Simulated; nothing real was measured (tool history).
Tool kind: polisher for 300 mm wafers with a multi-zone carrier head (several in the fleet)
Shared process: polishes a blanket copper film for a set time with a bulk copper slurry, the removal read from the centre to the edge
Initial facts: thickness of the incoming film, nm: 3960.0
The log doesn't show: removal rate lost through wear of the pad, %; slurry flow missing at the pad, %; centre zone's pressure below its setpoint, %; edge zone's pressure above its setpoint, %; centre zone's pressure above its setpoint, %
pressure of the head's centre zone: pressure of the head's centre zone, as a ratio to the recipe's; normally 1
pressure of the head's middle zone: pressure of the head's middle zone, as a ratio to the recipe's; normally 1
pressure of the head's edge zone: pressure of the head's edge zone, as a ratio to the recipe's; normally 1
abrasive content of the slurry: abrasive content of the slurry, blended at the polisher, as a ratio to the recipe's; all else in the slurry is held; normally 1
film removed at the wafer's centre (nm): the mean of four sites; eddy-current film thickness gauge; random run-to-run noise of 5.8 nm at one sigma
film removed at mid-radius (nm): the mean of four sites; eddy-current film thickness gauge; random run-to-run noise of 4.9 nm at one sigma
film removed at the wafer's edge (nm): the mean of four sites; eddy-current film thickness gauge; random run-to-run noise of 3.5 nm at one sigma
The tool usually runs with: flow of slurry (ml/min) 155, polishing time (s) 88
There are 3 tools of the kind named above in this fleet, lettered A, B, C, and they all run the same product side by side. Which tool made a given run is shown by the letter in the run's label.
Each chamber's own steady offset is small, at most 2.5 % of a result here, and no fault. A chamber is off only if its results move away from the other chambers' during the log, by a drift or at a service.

| run | hour | flow of slurry (ml/min) | pressure of the head's centre zone | pressure of the head's middle zone | pressure of the head's edge zone | abrasive content of the slurry | polishing time (s) | wafers polished on this pad | hours since the slurry nozzle was cleaned | hours since the centre zone pressure was calibrated | hours since the edge zone pressure was calibrated | film removed at the wafer's centre (nm) | film removed at mid-radius (nm) | film removed at the wafer's edge (nm) |
|---|---|---|---|---|---|---|---|---|---|---|---|---|---|---|
| 1C | 5.2 | 155 | 1 | 1 | 1 | 1 | 88 | 1218 | 7.0 | 218.9 | 99.7 | 546.30 | 549.91 | 538.30 |
|  | 9.0 | chamber B: worn pad replaced by a new one |
| 2A | 12.8 | 155 | 1 | 1 | 1 | 1 | 88 | 870 | 48.2 | 956.9 | 661.6 | 542.57 | 551.12 | 549.87 |
| 3B | 18.5 | 155 | 1 | 1 | 1 | 1 | 88 | 70 | 143.5 | 314.1 | 171.5 | 547.83 | 530.12 | 535.60 |
|  | 20.5 | chamber A: worn pad replaced by a new one |
|  | 24.1 | chamber C: worn pad replaced by a new one |
| 4B | 26.0 | 155 | 1 | 1 | 1 | 1 | 88 | 126 | 151.0 | 321.6 | 179.0 | 542.15 | 530.92 | 543.10 |
| 5A | 32.1 | 155 | 1 | 1 | 1 | 1 | 88 | 86 | 67.5 | 976.2 | 680.9 | 548.05 | 542.04 | 550.07 |
| 6C | 37.2 | 155 | 1 | 1 | 1 | 1 | 88 | 97 | 39.0 | 250.9 | 131.7 | 550.48 | 546.14 | 548.14 |
| 7A | 44.2 | 155 | 1 | 1 | 1 | 1 | 88 | 176 | 79.6 | 988.3 | 693.0 | 544.63 | 543.39 | 549.03 |
| 8C | 47.8 | 155 | 1 | 1 | 1 | 1 | 88 | 175 | 49.6 | 261.5 | 142.3 | 550.93 | 547.47 | 535.58 |
| 9B | 52.3 | 155 | 1 | 1 | 1 | 1 | 88 | 321 | 177.3 | 347.9 | 205.3 | 551.41 | 527.28 | 545.92 |
| 10B | 57.0 | 155 | 1 | 1 | 1 | 1 | 88 | 356 | 182.0 | 352.6 | 210.0 | 534.36 | 532.86 | 543.77 |
| 11C | 62.0 | 155 | 1 | 1 | 1 | 1 | 88 | 281 | 63.8 | 275.7 | 156.5 | 545.44 | 548.42 | 547.86 |
| 12A | 68.6 | 155 | 1 | 1 | 1 | 1 | 88 | 357 | 104.0 | 1012.7 | 717.4 | 540.24 | 543.14 | 547.63 |
| 13B | 72.1 | 155 | 1 | 1 | 1 | 1 | 88 | 468 | 197.1 | 367.7 | 225.1 | 548.47 | 541.97 | 539.69 |
| 14A | 77.6 | 155 | 1 | 1 | 1 | 1 | 88 | 424 | 113.0 | 1021.7 | 726.4 | 545.59 | 542.11 | 543.59 |
| 15C | 81.3 | 155 | 1 | 1 | 1 | 1 | 88 | 424 | 83.1 | 295.0 | 175.8 | 553.00 | 544.23 | 539.60 |
| 16B | 89.1 | 155 | 1 | 1 | 1 | 1 | 88 | 594 | 214.1 | 384.7 | 242.1 | 554.65 | 527.08 | 544.62 |
| 17C | 93.5 | 155 | 1 | 1 | 1 | 1 | 88 | 515 | 95.3 | 307.2 | 188.0 | 557.28 | 548.92 | 541.07 |
| 18A | 101.3 | 125 | 1 | 1 | 1 | 1 | 88 | 600 | 136.7 | 1045.4 | 750.1 | 522.51 | 521.20 | 529.52 |
| 19C | 105.6 | 125 | 1 | 1 | 1 | 1 | 88 | 605 | 107.4 | 319.3 | 200.1 | 520.76 | 522.02 | 531.34 |
|  | 106.1 | chamber B: slurry nozzle cleaned |
| 20B | 112.7 | 125 | 1 | 1 | 1 | 1 | 88 | 770 | 6.7 | 408.3 | 265.7 | 523.74 | 509.62 | 522.90 |
| 21A | 116.2 | 155 | 1 | 1 | 1 | 1 | 88 | 710 | 151.6 | 1060.3 | 765.0 | 541.72 | 540.48 | 548.48 |
|  | 116.8 | chamber A: centre zone pressure recalibrated |
| 22B | 123.9 | 155 | 1 | 1 | 1 | 1 | 88 | 853 | 17.9 | 419.5 | 276.9 | 551.57 | 533.75 | 546.30 |
| 23C | 129.3 | 155 | 1 | 1 | 1 | 1 | 88 | 781 | 131.1 | 343.0 | 223.8 | 556.85 | 552.31 | 542.62 |
| 24A | 134.7 | 155 | 1 | 1 | 1 | 1 | 88 | 848 | 170.1 | 18.0 | 783.5 | 487.00 | 548.40 | 550.10 |
| 25B | 140.9 | 155 | 1 | 1 | 1 | 1 | 88 | 979 | 34.9 | 436.5 | 293.9 | 540.72 | 534.08 | 541.05 |
|  | 144.6 | chamber A: worn pad replaced by a new one |
| 26A | 148.5 | 155 | 1 | 1 | 1 | 1 | 88 | 29 | 183.9 | 31.8 | 797.3 | 487.81 | 539.88 | 549.88 |
| 27C | 153.1 | 155 | 1 | 1 | 1 | 1 | 88 | 957 | 154.9 | 366.8 | 247.6 | 558.73 | 553.86 | 539.98 |
|  | 157.4 | chamber A: edge zone pressure recalibrated |
| 28B | 158.4 | 155 | 1 | 1 | 1 | 1 | 69 | 1109 | 52.4 | 454.0 | 311.4 | 424.48 | 417.68 | 428.61 |
| 29C | 162.0 | 155 | 1 | 1 | 1 | 1 | 69 | 1024 | 163.8 | 375.7 | 256.5 | 424.28 | 424.35 | 418.90 |
| 30A | 168.6 | 155 | 1 | 1 | 1 | 1 | 69 | 178 | 204.0 | 51.9 | 11.3 | 386.65 | 424.13 | 424.91 |
| 31A | 175.4 | 155 | 1 | 1 | 1 | 1 | 88 | 229 | 210.8 | 58.7 | 18.1 | 496.89 | 536.36 | 548.64 |
| 32B | 181.5 | 155 | 1 | 1 | 1 | 1 | 88 | 1281 | 75.5 | 477.1 | 334.5 | 545.91 | 530.17 | 538.61 |
| 33C | 187.4 | 155 | 1 | 1 | 1 | 1 | 88 | 1212 | 189.2 | 401.1 | 281.9 | 547.67 | 553.15 | 540.65 |
| 34C | 194.7 | 155 | 1 | 1 | 1 | 1 | 88 | 1266 | 196.5 | 408.4 | 289.2 | 548.76 | 553.49 | 539.03 |

All chambers now run identical settings, listed one chamber a line with results as question marks. What results will each chamber show?
| 35A | 200.3 | 155 | 1 | 1 | 1 | 1 | 88 |  |  |  |  | ? | ? | ? |
| 35B | 200.3 | 155 | 1 | 1 | 1 | 1 | 88 |  |  |  |  | ? | ? | ? |
| 35C | 200.3 | 155 | 1 | 1 | 1 | 1 | 88 |  |  |  |  | ? | ? | ? |

| run | film removed at the wafer's centre (nm) | film removed at mid-radius (nm) | film removed at the wafer's edge (nm) |
|---|---|---|---|
| 35A | 494.63 | 545.64 | 549.40 |
| 35B | 545.26 | 527.01 | 540.61 |
| 35C | 548.80 | 552.43 | 538.40 |
